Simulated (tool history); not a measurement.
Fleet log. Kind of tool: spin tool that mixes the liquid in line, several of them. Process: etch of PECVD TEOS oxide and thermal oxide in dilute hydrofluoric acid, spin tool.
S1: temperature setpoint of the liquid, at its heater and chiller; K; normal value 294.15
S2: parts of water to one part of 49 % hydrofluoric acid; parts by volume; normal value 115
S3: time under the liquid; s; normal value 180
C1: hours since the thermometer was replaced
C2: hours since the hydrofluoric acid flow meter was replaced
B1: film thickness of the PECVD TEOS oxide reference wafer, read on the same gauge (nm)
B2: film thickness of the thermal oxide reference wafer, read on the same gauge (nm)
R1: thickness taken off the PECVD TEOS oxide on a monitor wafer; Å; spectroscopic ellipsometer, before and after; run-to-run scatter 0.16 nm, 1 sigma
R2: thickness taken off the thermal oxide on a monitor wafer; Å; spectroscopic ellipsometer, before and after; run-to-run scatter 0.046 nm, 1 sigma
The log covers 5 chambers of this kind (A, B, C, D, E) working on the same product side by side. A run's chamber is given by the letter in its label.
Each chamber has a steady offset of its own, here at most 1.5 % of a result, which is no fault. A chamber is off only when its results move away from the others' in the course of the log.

run   hour      S1   S2   S3      C1     C2      B1      B2      R1       R2
 1A    8.7  294.15  115  180  1513.6  257.7  40.006  109.99  194.66   62.944
 2E   18.8  294.15  115  180  1826.8  178.1  39.984  110.00  194.81   63.093
 3B   27.5  294.15  115  180   712.3  697.5  39.997  110.00  194.33   63.284
 4D   38.4  294.15  115  180  1318.6  605.4  39.999  110.03  193.66   63.654
 5C   49.6  294.15   65  180   744.6  374.6  40.005  110.01  368.26  117.870
 6B   60.5  294.15   65  180   745.3  730.5  39.984  110.01  363.96  118.510
 7E   67.7  294.15   65  180  1875.7  227.0  39.996  110.00  368.48  119.720
 8D   76.8  294.15   65  180  1357.0  643.8  40.014  110.00  367.62  118.280
 9A   83.2  294.15   65  180  1588.1  332.2  40.010  110.01  373.88  117.690
10C   88.4  294.15  115  180   783.4  413.4  39.998  110.03  190.85   63.607
11A   97.4  294.15   95  245  1602.3  346.4  40.000  110.00  325.48  105.930
12B  109.1  294.15   95  245   793.9  779.1  39.983  110.02  335.38  107.090
13D  117.1  294.15   95  245  1397.3  684.1  40.005  110.01  325.00  107.030
14E  125.5  294.15   95  245  1933.5  284.8  39.995  109.99  328.20  106.920
     127.7  -- chamber C: hydrofluoric acid flow meter replaced
15C  132.7  294.15   95  245   827.7    5.0  39.998  110.02  328.65  108.000
16B  144.2  294.15   70  180   829.0  814.2  40.028  110.01  333.26  109.550
     144.3  -- chamber A: thermometer replaced
17A  151.7  294.15   70  180     7.4  400.7  39.993  109.99  340.44  109.740
18D  162.3  294.15   70  180  1442.5  729.3  39.993  110.00  342.73  108.990
19E  169.9  294.15   70  180  1977.9  329.2  40.007  109.97  343.80  109.970
20C  181.3  294.15   70  180   876.3   53.6  40.001  110.01  340.12  109.300
21E  190.2  294.15   55  180  1998.2  349.5  39.987  109.99  432.66  140.970
22A  195.6  294.15   55  180    51.3  444.6  39.991  110.00  439.75  141.850
23B  207.0  294.15   55  180   891.8  877.0  39.993  109.98  437.31  139.320
24C  217.0  294.15   55  180   912.0   89.3  39.995  110.00  441.35  139.750
25D  227.4  294.15   55  180  1507.6  794.4  39.987  109.99  444.44  143.460
     229.8  -- chamber E: thermometer replaced
26B  237.4  294.15  115  180   922.2  907.4  39.998  110.02  194.56   63.383
27C  246.9  290.65  115  225   941.9  119.2  39.980  110.00  210.33   68.819
28E  253.1  290.65  115  225    23.4  412.4  40.002  109.99  210.41   68.626
29D  264.1  290.65  115  225  1544.3  831.1  39.988  109.99  214.31   69.060
30A  271.6  290.65  115  225   127.3  520.6  39.999  110.00  209.44   67.532
31B  279.9  290.65  115  225   964.7  949.9  39.999  109.99  214.04   67.911

Next, all 5 chambers run the settings below, one line each with question marks for the results. What does each chamber give?
32A  288.4  294.15  140  180                   ?   ?
32B  288.4  294.15  140  180                   ?   ?
32C  288.4  294.15  140  180                   ?   ?
32D  288.4  294.15  140  180                   ?   ?
32E  288.4  294.15  140  180                   ?   ?

run      R1      R2
32A  153.00  49.515
32B  158.05  50.338
32C  154.08  51.003
32D  156.43  51.087
32E  152.74  50.408
